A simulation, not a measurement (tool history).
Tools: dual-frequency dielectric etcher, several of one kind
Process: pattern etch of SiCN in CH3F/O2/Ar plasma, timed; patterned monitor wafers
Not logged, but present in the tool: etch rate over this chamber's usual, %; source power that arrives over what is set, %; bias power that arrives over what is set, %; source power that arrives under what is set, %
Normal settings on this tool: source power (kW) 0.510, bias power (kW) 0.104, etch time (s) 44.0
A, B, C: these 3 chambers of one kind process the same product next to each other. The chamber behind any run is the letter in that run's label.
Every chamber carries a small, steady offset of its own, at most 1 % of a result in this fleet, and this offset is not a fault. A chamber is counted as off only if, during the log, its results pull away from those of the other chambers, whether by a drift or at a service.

| run | hour | source power (kW) | bias power (kW) | etch time (s) | hours since the last wet clean | hours since the last source power generator calibration | hours since the last bias power generator calibration | read-back reference wafer on the same gauge, depth_nm | mean etch depth across the wafer (nm) |
|---|---|---|---|---|---|---|---|---|---|
| 1A | 2.7 | 0.510 | 0.104 | 44.0 | 413.0 | 890.4 | 1312.7 | 17.399 | 20.556 |
| 2C | 7.2 | 0.510 | 0.104 | 44.0 | 109.6 | 3601.6 | 269.0 | 17.400 | 20.593 |
| 3B | 11.6 | 0.510 | 0.104 | 44.0 | 557.2 | 2140.3 | 3257.6 | 17.392 | 20.732 |
| 4A | 15.7 | 0.510 | 0.104 | 44.0 | 426.0 | 903.4 | 1325.7 | 17.394 | 20.555 |
| 5C | 19.2 | 0.510 | 0.104 | 44.0 | 121.6 | 3613.6 | 281.0 | 17.390 | 20.571 |
| 6B | 21.3 | 0.510 | 0.104 | 44.0 | 566.9 | 2150.0 | 3267.3 | 17.387 | 20.735 |
| 7C | 24.3 | 0.510 | 0.104 | 44.0 | 126.7 | 3618.7 | 286.1 | 17.385 | 20.582 |
| 8B | 26.7 | 0.510 | 0.104 | 44.0 | 572.3 | 2155.4 | 3272.7 | 17.385 | 20.677 |
| 9A | 31.4 | 0.400 | 0.128 | 44.0 | 441.7 | 919.1 | 1341.4 | 17.382 | 20.324 |
| 10A | 34.7 | 0.400 | 0.128 | 44.0 | 445.0 | 922.4 | 1344.7 | 17.377 | 20.311 |
| 11B | 38.0 | 0.400 | 0.128 | 44.0 | 583.6 | 2166.7 | 3284.0 | 17.380 | 20.558 |
| 12C | 40.7 | 0.510 | 0.104 | 39.5 | 143.1 | 3635.1 | 302.5 | 17.375 | 18.465 |
| 13A | 42.9 | 0.510 | 0.104 | 39.5 | 453.2 | 930.6 | 1352.9 | 17.374 | 18.412 |
| 14B | 45.7 | 0.510 | 0.104 | 39.5 | 591.3 | 2174.4 | 3291.7 | 17.377 | 18.546 |
| 15C | 49.6 | 0.510 | 0.104 | 44.0 | 152.0 | 3644.0 | 311.4 | 17.366 | 20.569 |
| 16C | 53.2 | 0.510 | 0.104 | 44.0 | 155.6 | 3647.6 | 315.0 | 17.367 | 20.588 |
| 17B | 55.3 | 0.510 | 0.124 | 44.0 | 600.9 | 2184.0 | 3301.3 | 17.366 | 22.116 |
| 18A | 58.1 | 0.510 | 0.124 | 44.0 | 468.4 | 945.8 | 1368.1 | 17.359 | 21.910 |
|  | 58.2 | chamber C: source power generator calibrated |
| 19A | 62.1 | 0.510 | 0.124 | 44.0 | 472.4 | 949.8 | 1372.1 | 17.362 | 21.935 |
| 20C | 65.2 | 0.510 | 0.104 | 44.0 | 167.6 | 7.0 | 327.0 | 17.354 | 20.568 |
| 21B | 67.6 | 0.510 | 0.104 | 44.0 | 613.2 | 2196.3 | 3313.6 | 17.358 | 20.708 |
| 22B | 71.3 | 0.510 | 0.104 | 44.0 | 616.9 | 2200.0 | 3317.3 | 17.356 | 20.724 |
| 23C | 73.8 | 0.510 | 0.104 | 44.0 | 176.2 | 15.6 | 335.6 | 17.349 | 20.538 |
| 24A | 77.7 | 0.510 | 0.104 | 44.0 | 488.0 | 965.4 | 1387.7 | 17.348 | 20.518 |
| 25C | 81.4 | 0.510 | 0.104 | 44.0 | 183.8 | 23.2 | 343.2 | 17.346 | 20.579 |
| 26A | 84.2 | 0.640 | 0.104 | 40.0 | 494.5 | 971.9 | 1394.2 | 17.354 | 20.309 |
| 27B | 86.8 | 0.640 | 0.104 | 40.0 | 632.4 | 2215.5 | 3332.8 | 17.343 | 20.473 |
|  | 87.5 | chamber B: wet clean of the chamber |
| 28A | 90.1 | 0.640 | 0.104 | 40.0 | 500.4 | 977.8 | 1400.1 | 17.342 | 20.259 |
| 29C | 93.5 | 0.510 | 0.104 | 44.0 | 195.9 | 35.3 | 355.3 | 17.340 | 20.530 |
| 30B | 96.0 | 0.510 | 0.095 | 44.0 | 8.5 | 2224.7 | 3342.0 | 17.338 | 20.010 |
| 31A | 99.4 | 0.510 | 0.095 | 44.0 | 509.7 | 987.1 | 1409.4 | 17.339 | 19.876 |
| 32B | 103.0 | 0.510 | 0.095 | 44.0 | 15.5 | 2231.7 | 3349.0 | 17.335 | 19.984 |
| 33C | 106.2 | 0.510 | 0.104 | 44.0 | 208.6 | 48.0 | 368.0 | 17.334 | 20.561 |
| 34A | 110.4 | 0.510 | 0.104 | 44.0 | 520.7 | 998.1 | 1420.4 | 17.333 | 20.491 |
| 35C | 112.9 | 0.510 | 0.104 | 44.0 | 215.3 | 54.7 | 374.7 | 17.330 | 20.457 |
| 36B | 115.1 | 0.430 | 0.104 | 49.5 | 27.6 | 2243.8 | 3361.1 | 17.327 | 21.796 |
| 37B | 119.1 | 0.430 | 0.104 | 49.5 | 31.6 | 2247.8 | 3365.1 | 17.329 | 21.804 |
| 38A | 123.7 | 0.430 | 0.104 | 49.5 | 534.0 | 1011.4 | 1433.7 | 17.324 | 21.609 |
| 39C | 127.6 | 0.510 | 0.104 | 44.0 | 230.0 | 69.4 | 389.4 | 17.321 | 20.563 |
| 40C | 131.0 | 0.510 | 0.104 | 44.0 | 233.4 | 72.8 | 392.8 | 17.312 | 20.546 |
| 41B | 134.9 | 0.510 | 0.104 | 44.0 | 47.4 | 2263.6 | 3380.9 | 17.318 | 20.629 |
| 42A | 137.8 | 0.510 | 0.104 | 44.0 | 548.1 | 1025.5 | 1447.8 | 17.312 | 20.508 |
| 43A | 142.0 | 0.510 | 0.104 | 44.0 | 552.3 | 1029.7 | 1452.0 | 17.308 | 20.456 |

Is one chamber off against the others, does the gauge drift, or is nothing wrong? If a chamber is off, say which, and what the likeliest cause is.

Gauge drift. The chambers move together only on paper, and none stands off.
Most likely cause: gauge reads low (%) = 0.531.

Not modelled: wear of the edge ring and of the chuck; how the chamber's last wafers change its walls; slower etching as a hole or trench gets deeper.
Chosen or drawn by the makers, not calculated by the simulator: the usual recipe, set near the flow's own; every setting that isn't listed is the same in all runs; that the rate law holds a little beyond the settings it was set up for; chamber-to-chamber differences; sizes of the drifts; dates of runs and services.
